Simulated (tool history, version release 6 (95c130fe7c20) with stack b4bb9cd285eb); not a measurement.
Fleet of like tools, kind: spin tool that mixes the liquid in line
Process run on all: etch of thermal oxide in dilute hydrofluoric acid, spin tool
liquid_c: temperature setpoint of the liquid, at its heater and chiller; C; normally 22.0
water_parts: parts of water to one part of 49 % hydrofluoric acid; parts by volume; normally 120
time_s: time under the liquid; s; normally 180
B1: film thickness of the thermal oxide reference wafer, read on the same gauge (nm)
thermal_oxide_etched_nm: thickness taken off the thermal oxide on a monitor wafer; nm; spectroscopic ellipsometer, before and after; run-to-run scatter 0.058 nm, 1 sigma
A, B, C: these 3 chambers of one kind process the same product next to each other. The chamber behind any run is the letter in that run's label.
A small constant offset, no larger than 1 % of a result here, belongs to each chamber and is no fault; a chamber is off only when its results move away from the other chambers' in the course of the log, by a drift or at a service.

run 1A hour=6.1 | liquid_c=22.0 water_parts=120 time_s=180 | B1=120.01 | thermal_oxide_etched_nm=6.4458
run 2C hour=14.2 | liquid_c=22.0 water_parts=120 time_s=180 | B1=119.98 | thermal_oxide_etched_nm=6.6150
run 3B hour=20.9 | liquid_c=22.0 water_parts=120 time_s=180 | B1=120.04 | thermal_oxide_etched_nm=6.5471
run 4B hour=26.1 | liquid_c=22.0 water_parts=120 time_s=180 | B1=120.00 | thermal_oxide_etched_nm=6.3954
run 5C hour=35.6 | liquid_c=22.0 water_parts=120 time_s=180 | B1=120.00 | thermal_oxide_etched_nm=6.5176
run 6A hour=41.7 | liquid_c=22.0 water_parts=120 time_s=180 | B1=120.01 | thermal_oxide_etched_nm=6.5377
run 7C hour=48.3 | liquid_c=22.0 water_parts=120 time_s=180 | B1=120.02 | thermal_oxide_etched_nm=6.6137
run 8A hour=54.5 | liquid_c=22.0 water_parts=120 time_s=180 | B1=119.94 | thermal_oxide_etched_nm=6.4874
run 9B hour=65.8 | liquid_c=22.0 water_parts=120 time_s=180 | B1=119.98 | thermal_oxide_etched_nm=6.5321
run 10B hour=73.5 | liquid_c=22.0 water_parts=120 time_s=180 | B1=119.98 | thermal_oxide_etched_nm=6.5721
run 11C hour=83.1 | liquid_c=22.0 water_parts=120 time_s=180 | B1=120.00 | thermal_oxide_etched_nm=6.4475
run 12A hour=92.9 | liquid_c=22.0 water_parts=120 time_s=180 | B1=119.98 | thermal_oxide_etched_nm=6.4743
run 13B hour=101.3 | liquid_c=22.0 water_parts=120 time_s=180 | B1=120.00 | thermal_oxide_etched_nm=6.8452
run 14A hour=108.5 | liquid_c=22.0 water_parts=120 time_s=180 | B1=120.04 | thermal_oxide_etched_nm=6.5104
run 15C hour=115.7 | liquid_c=22.0 water_parts=120 time_s=180 | B1=119.99 | thermal_oxide_etched_nm=6.5666
run 16B hour=122.4 | liquid_c=22.0 water_parts=120 time_s=180 | B1=120.02 | thermal_oxide_etched_nm=6.7960
run 17A hour=128.5 | liquid_c=22.0 water_parts=120 time_s=180 | B1=119.97 | thermal_oxide_etched_nm=6.4466
run 18C hour=138.0 | liquid_c=22.0 water_parts=120 time_s=180 | B1=119.96 | thermal_oxide_etched_nm=6.5070
run 19B hour=147.9 | liquid_c=22.0 water_parts=120 time_s=180 | B1=120.06 | thermal_oxide_etched_nm=6.8690
run 20C hour=154.6 | liquid_c=22.0 water_parts=120 time_s=180 | B1=120.02 | thermal_oxide_etched_nm=6.4789
run 21A hour=164.6 | liquid_c=22.0 water_parts=120 time_s=180 | B1=120.04 | thermal_oxide_etched_nm=6.5139
run 22A hour=171.0 | liquid_c=22.0 water_parts=120 time_s=180 | B1=119.95 | thermal_oxide_etched_nm=6.5574
run 23B hour=181.0 | liquid_c=17.5 water_parts=120 time_s=180 | B1=120.00 | thermal_oxide_etched_nm=5.8815
run 24C hour=189.4 | liquid_c=17.5 water_parts=120 time_s=180 | B1=120.02 | thermal_oxide_etched_nm=5.3835
run 25B hour=195.2 | liquid_c=17.5 water_parts=120 time_s=180 | B1=120.06 | thermal_oxide_etched_nm=5.9496

Next, every chamber runs the same settings. What will each give?
run 26A hour=203.5 | liquid_c=22.0 water_parts=155 time_s=180 | thermal_oxide_etched_nm=?
run 26B hour=203.5 | liquid_c=22.0 water_parts=155 time_s=180 | thermal_oxide_etched_nm=?
run 26C hour=203.5 | liquid_c=22.0 water_parts=155 time_s=180 | thermal_oxide_etched_nm=?

run=26A thermal_oxide_etched_nm=4.8399
run=26B thermal_oxide_etched_nm=5.3032
run=26C thermal_oxide_etched_nm=4.7838
